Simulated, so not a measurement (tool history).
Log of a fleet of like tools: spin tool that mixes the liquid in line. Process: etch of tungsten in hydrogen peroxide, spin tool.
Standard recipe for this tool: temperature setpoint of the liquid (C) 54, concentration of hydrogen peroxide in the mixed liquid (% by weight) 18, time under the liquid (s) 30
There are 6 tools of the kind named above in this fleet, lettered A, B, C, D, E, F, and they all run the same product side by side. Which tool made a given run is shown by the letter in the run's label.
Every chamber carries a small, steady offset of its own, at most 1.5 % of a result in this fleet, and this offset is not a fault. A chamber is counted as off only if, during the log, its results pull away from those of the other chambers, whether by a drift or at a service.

run   hour  temperature setpoint of the liquid (C)  concentration of hydrogen peroxide in the mixed liquid (% by weight)  time under the liquid (s)  hours since the thermometer was replaced  hours since the peroxide flow meter was replaced  hours since the heated supply line was repaired  hours since the drum of peroxide was connected  read-back film thickness of the tungsten reference wafer, read on the same gauge (nm)  thickness taken off the tungsten on a monitor wafer (nm)
 1D   12.6                                      54                                                                    18                         30                                     322.8                                             902.8                                           1839.4                                           799.3                                                                                 59.982                                                    50.902
 2E   25.8                                      54                                                                    18                         30                                     815.7                                             635.3                                            856.1                                            80.3                                                                                 59.987                                                    51.991
 3A   36.8                                      54                                                                    18                         30                                    2872.9                                             197.7                                           2196.6                                             236                                                                                 60.018                                                    52.723
 4B   49.6                                      54                                                                    18                         30                                     262.7                                            2124.6                                            411.4                                           133.1                                                                                 59.977                                                    52.503
 5C     58                                      54                                                                    18                         30                                     387.1                                            1653.6                                            999.2                                           818.7                                                                                 59.998                                                    52.024
      59.4  -- chamber D: peroxide flow meter replaced
 6F   67.6                                      54                                                                    18                         30                                     110.8                                             318.2                                            239.6                                           864.6                                                                                 60.005                                                    51.999
 7C   76.9                                      54                                                                    18                         30                                       406                                            1672.5                                           1018.1                                           837.6                                                                                 59.982                                                    51.875
 8A   92.9                                      54                                                                    18                         30                                      2929                                             253.8                                           2252.7                                           292.1                                                                                 59.965                                                    52.113
     105.5  -- chamber D: new drum of peroxide connected
 9E  108.1                                      54                                                                    18                         30                                       898                                             717.6                                            938.4                                           162.6                                                                                 60.043                                                    51.763
10B  115.3                                      54                                                                    18                         30                                     328.4                                            2190.3                                            477.1                                           198.8                                                                                 60.014                                                    51.839
     122.3  -- chamber F: new drum of peroxide connected
11F  129.9                                      48                                                                  13.5                         30                                     173.1                                             380.5                                            301.9                                             7.6                                                                                 60.013                                                     31.52
12D  137.3                                      48                                                                  13.5                         30                                     447.5                                              77.9                                           1964.1                                            31.9                                                                                 59.986                                                    31.059
13D  144.9                                      48                                                                  13.5                         30                                     455.1                                              85.5                                           1971.7                                            39.5                                                                                 60.022                                                     31.55
     151.1  -- chamber A: thermometer replaced
14F  160.3                                      48                                                                  13.5                         30                                     203.5                                             410.9                                            332.3                                              38                                                                                 59.979                                                    31.639
15A  173.4                                      48                                                                  13.5                         30                                      22.4                                             334.3                                           2333.2                                           372.6                                                                                 59.984                                                    30.625
16B  183.5                                      48                                                                  13.5                         30                                     396.6                                            2258.5                                            545.3                                             267                                                                                 60.011                                                    31.582
17E  193.1                                      54                                                                    18                         30                                       983                                             802.6                                           1023.4                                           247.6                                                                                 60.021                                                    51.454
18C  200.3                                      54                                                                    18                         30                                     529.4                                            1795.9                                           1141.5                                             961                                                                                 59.983                                                    52.119
19C  212.3                                      54                                                                    18                         30                                     541.4                                            1807.9                                           1153.5                                             973                                                                                 59.987                                                    52.074
20F  225.6                                      54                                                                    18                         30                                     268.8                                             476.2                                            397.6                                           103.3                                                                                 60.019                                                    52.521
21B  241.4                                      54                                                                    18                         30                                     454.5                                            2316.4                                            603.2                                           324.9                                                                                 60.018                                                    52.714
22A  253.2                                      54                                                                    18                         30                                     102.2                                             414.1                                             2413                                           452.4                                                                                 59.993                                                    50.284
23D    262                                      54                                                                    18                         30                                     572.2                                             202.6                                           2088.8                                           156.6                                                                                 59.994                                                    51.028
24E  270.7                                      54                                                                    18                         30                                    1060.6                                             880.2                                             1101                                           325.2                                                                                 59.985                                                    51.854
25C  286.7                                      54                                                                    18                         30                                     615.8                                            1882.3                                           1227.9                                          1047.4                                                                                 59.986                                                    53.123
26A  302.6                                      54                                                                    18                         30                                     151.6                                             463.5                                           2462.4                                           501.8                                                                                 60.007                                                    49.563
27D  317.7                                      54                                                                    18                         30                                     627.9                                             258.3                                           2144.5                                           212.3                                                                                 60.021                                                    51.621
28F  331.9                                      54                                                                    18                         30                                     375.1                                             582.5                                            503.9                                           209.6                                                                                 59.931                                                     52.49
29B  340.5                                    44.5                                                                    18                         30                                     553.6                                            2415.5                                            702.3                                             424                                                                                 60.017                                                    29.706
     340.6  -- chamber B: heated supply line repaired
30E  353.9                                    44.5                                                                    18                         30                                    1143.8                                             963.4                                           1184.2                                           408.4                                                                                 60.008                                                    29.509
     355.6  -- chamber B: peroxide flow meter replaced
31A    370                                    44.5                                                                    18                         30                                       219                                             530.9                                           2529.8                                           569.2                                                                                 59.968                                                    27.273
32D  380.9                                    44.5                                                                    18                         30                                     691.1                                             321.5                                           2207.7                                           275.5                                                                                 59.989                                                    29.331
33B  388.1                                    44.5                                                                    18                         30                                     601.2                                              32.6                                             47.5                                           471.6                                                                                     60                                                    29.738
34F  395.3                                    44.5                                                                    18                         30                                     438.5                                             645.9                                            567.3                                             273                                                                                 60.002                                                    29.222
35E  403.3                                      54                                                                    18                         30                                    1193.2                                            1012.8                                           1233.6                                           457.8                                                                                 59.965                                                    51.573
36C  418.2                                      54                                                                    18                         30                                     747.3                                            2013.8                                           1359.4                                          1178.9                                                                                 60.018                                                    52.739

All 6 chambers run these settings next. Forecast each chamber's results:
37A  429.8                                      54                                                                    18                         30                                                                                                                                                                                                                                                                                                                                             ?
37B  429.8                                      54                                                                    18                         30                                                                                                                                                                                                                                                                                                                                             ?
37C  429.8                                      54                                                                    18                         30                                                                                                                                                                                                                                                                                                                                             ?
37D  429.8                                      54                                                                    18                         30                                                                                                                                                                                                                                                                                                                                             ?
37E  429.8                                      54                                                                    18                         30                                                                                                                                                                                                                                                                                                                                             ?
37F  429.8                                      54                                                                    18                         30                                                                                                                                                                                                                                                                                                                                             ?

run  thickness taken off the tungsten on a monitor wafer (nm)
37A                                                    48.362
37B                                                    52.513
37C                                                     52.64
37D                                                    51.884
37E                                                     52.69
37F                                                    52.797
